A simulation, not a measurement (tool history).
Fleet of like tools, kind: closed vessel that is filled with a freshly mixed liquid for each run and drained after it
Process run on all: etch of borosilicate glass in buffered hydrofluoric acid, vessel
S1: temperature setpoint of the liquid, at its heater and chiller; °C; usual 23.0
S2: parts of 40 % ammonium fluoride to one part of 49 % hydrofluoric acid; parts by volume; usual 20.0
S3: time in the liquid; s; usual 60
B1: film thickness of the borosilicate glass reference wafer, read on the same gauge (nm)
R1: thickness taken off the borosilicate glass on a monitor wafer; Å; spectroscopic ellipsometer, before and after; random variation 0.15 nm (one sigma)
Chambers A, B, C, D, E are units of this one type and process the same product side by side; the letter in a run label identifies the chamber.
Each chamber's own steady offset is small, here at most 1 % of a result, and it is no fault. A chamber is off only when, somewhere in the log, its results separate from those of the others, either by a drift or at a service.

run   hour    S1    S2  S3      B1      R1
 1E    6.1  23.0  20.0  60  39.986  360.28
 2A   10.6  23.0  20.0  60  40.009  362.43
 3C   15.9  23.0  20.0  60  40.028  360.36
 4D   22.7  23.0  20.0  60  39.992  361.49
 5B   30.3  23.0  20.0  60  39.995  358.68
 6B   34.2  23.0  20.0  60  39.998  358.13
 7C   40.5  23.0  20.0  60  40.052  358.71
 8A   44.8  23.0  20.0  60  39.999  361.29
 9E   52.6  23.0  20.0  60  40.019  359.19
10D   59.2  23.0  20.0  60  39.972  360.65
11A   63.1  24.5  20.0  60  40.001  390.87
12C   70.7  24.5  20.0  60  40.006  390.19
13D   76.4  24.5  20.0  60  39.991  392.63
14B   80.5  24.5  20.0  60  40.004  386.60
15E   84.4  24.5  20.0  60  40.027  392.75
16D   89.5  23.0  20.0  60  39.994  362.28
17E   94.9  23.0  20.0  60  39.987  360.09
18C  102.4  23.0  20.0  60  40.002  360.86
19A  107.1  23.0  20.0  60  39.995  357.30
20B  111.6  18.5  20.0  60  40.008  280.87
21B  118.6  18.5  20.0  60  40.015  277.69
22D  123.7  18.5  20.0  60  40.007  284.53
23A  130.0  18.5  20.0  60  40.025  281.19
24E  135.9  18.5  20.0  60  40.048  283.60
25C  140.2  23.0  27.5  70  40.023  337.90
26B  144.0  23.0  27.5  70  39.978  336.87
27D  149.7  23.0  27.5  70  39.988  338.69
28C  157.3  23.0  27.5  70  39.969  339.94
29A  162.2  23.0  27.5  70  40.011  338.54
30E  169.7  23.0  20.0  60  40.003  360.48
31E  176.4  23.0  20.0  60  40.036  358.90
32D  183.4  23.0  20.0  60  39.980  359.74
33B  190.1  23.0  20.0  60  40.014  360.81
34C  194.0  23.0  20.0  60  40.016  360.99
35A  200.7  23.0  20.0  60  40.014  360.57
36B  206.9  23.0  20.0  60  40.030  360.59
37E  212.4  23.0  20.0  60  39.985  360.68
38C  219.0  23.0  20.0  60  40.032  362.28
39A  224.1  23.0  20.0  60  40.003  360.33
40D  230.7  23.0  20.0  60  40.012  363.63
41A  234.3  19.0  20.0  60  39.980  288.65
42D  239.2  19.0  20.0  60  40.004  292.10
43E  245.7  19.0  20.0  60  40.017  290.95
44C  253.5  19.0  20.0  60  39.994  289.34

All chambers now run identical settings, listed one chamber a line with results as question marks. What results will each chamber show?
45A  259.3  23.0  20.0  85       ?
45B  259.3  23.0  20.0  85       ?
45C  259.3  23.0  20.0  85       ?
45D  259.3  23.0  20.0  85       ?
45E  259.3  23.0  20.0  85       ?

run      R1
45A  504.86
45B  509.15
45C  511.70
45D  511.98
45E  510.32

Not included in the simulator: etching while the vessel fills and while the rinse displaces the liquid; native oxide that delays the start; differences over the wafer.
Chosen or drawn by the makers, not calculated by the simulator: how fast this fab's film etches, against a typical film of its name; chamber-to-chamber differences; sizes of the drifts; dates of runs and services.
